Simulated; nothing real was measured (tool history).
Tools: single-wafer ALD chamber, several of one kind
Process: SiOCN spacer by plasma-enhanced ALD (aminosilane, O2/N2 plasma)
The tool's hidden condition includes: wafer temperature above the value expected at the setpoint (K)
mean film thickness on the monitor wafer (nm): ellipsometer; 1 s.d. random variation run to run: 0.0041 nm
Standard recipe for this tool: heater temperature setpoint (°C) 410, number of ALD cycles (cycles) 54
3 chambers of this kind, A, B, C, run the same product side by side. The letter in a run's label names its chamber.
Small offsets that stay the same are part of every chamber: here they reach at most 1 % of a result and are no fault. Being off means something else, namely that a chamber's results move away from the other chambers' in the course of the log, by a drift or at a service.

run   hour  heater temperature setpoint (°C)  number of ALD cycles (cycles)  hours since the last thermocouple change  read-back reference wafer on the same gauge, thickness_nm  mean film thickness on the monitor wafer (nm)
 1B    9.3                               410                             54                                    1582.0                                                     2.8403                                         3.1882
 2C   18.6                               410                             54                                    2321.2                                                     2.8410                                         3.1621
      27.3  -- chamber C: thermocouple changed; heater temperature recalibrated
 3A   28.4                               410                             54                                     827.5                                                     2.8420                                         3.1426
 4B   37.9                               410                             54                                    1610.6                                                     2.8422                                         3.1917
 5C   47.4                               410                             54                                      20.1                                                     2.8435                                         3.1516
 6A   56.8                               410                             54                                     855.9                                                     2.8427                                         3.1423
 7A   63.2                               410                             54                                     862.3                                                     2.8443                                         3.1465
 8B   67.8                               410                             54                                    1640.5                                                     2.8433                                         3.1976
 9C   74.9                               410                             54                                      47.6                                                     2.8443                                         3.1462
10B   82.0                               410                             54                                    1654.7                                                     2.8460                                         3.1995
11C   90.7                               410                             54                                      63.4                                                     2.8458                                         3.1478
12A   99.5                               396                             63                                     898.6                                                     2.8469                                         3.7758
13C  106.7                               396                             63                                      79.4                                                     2.8478                                         3.7972
14A  114.8                               396                             63                                     913.9                                                     2.8483                                         3.7872
15B  119.8                               410                             54                                    1692.5                                                     2.8486                                         3.1955
16B  128.4                               410                             54                                    1701.1                                                     2.8499                                         3.2008
17A  135.3                               410                             45                                     934.4                                                     2.8481                                         2.6182
18C  143.9                               410                             45                                     116.6                                                     2.8495                                         2.6327
19B  148.7                               410                             45                                    1721.4                                                     2.8498                                         2.6722
20A  157.5                               410                             54                                     956.6                                                     2.8518                                         3.1558
21C  165.0                               410                             54                                     137.7                                                     2.8511                                         3.1587
22B  171.2                               410                             54                                    1743.9                                                     2.8510                                         3.2074
23A  176.2                               410                             54                                     975.3                                                     2.8517                                         3.1556
24C  183.2                               399                             54                                     155.9                                                     2.8530                                         3.2644
25A  190.9                               399                             54                                     990.0                                                     2.8536                                         3.2486
26B  200.1                               399                             54                                    1772.8                                                     2.8542                                         3.3084
27C  208.0                               410                             46                                     180.7                                                     2.8540                                         2.6956
     210.4  -- chamber A: thermocouple changed; heater temperature recalibrated
28A  213.6                               410                             46                                       3.3                                                     2.8549                                         2.6938

Each of the 3 chambers runs these same settings next. Fill in every chamber's results:
29A  221.3                               424                             54                                                                                                                                                   ?
29B  221.3                               424                             54                                                                                                                                                   ?
29C  221.3                               424                             54                                                                                                                                                   ?

run  mean film thickness on the monitor wafer (nm)
29A                                         3.0221
29B                                         3.0681
29C                                         3.0277
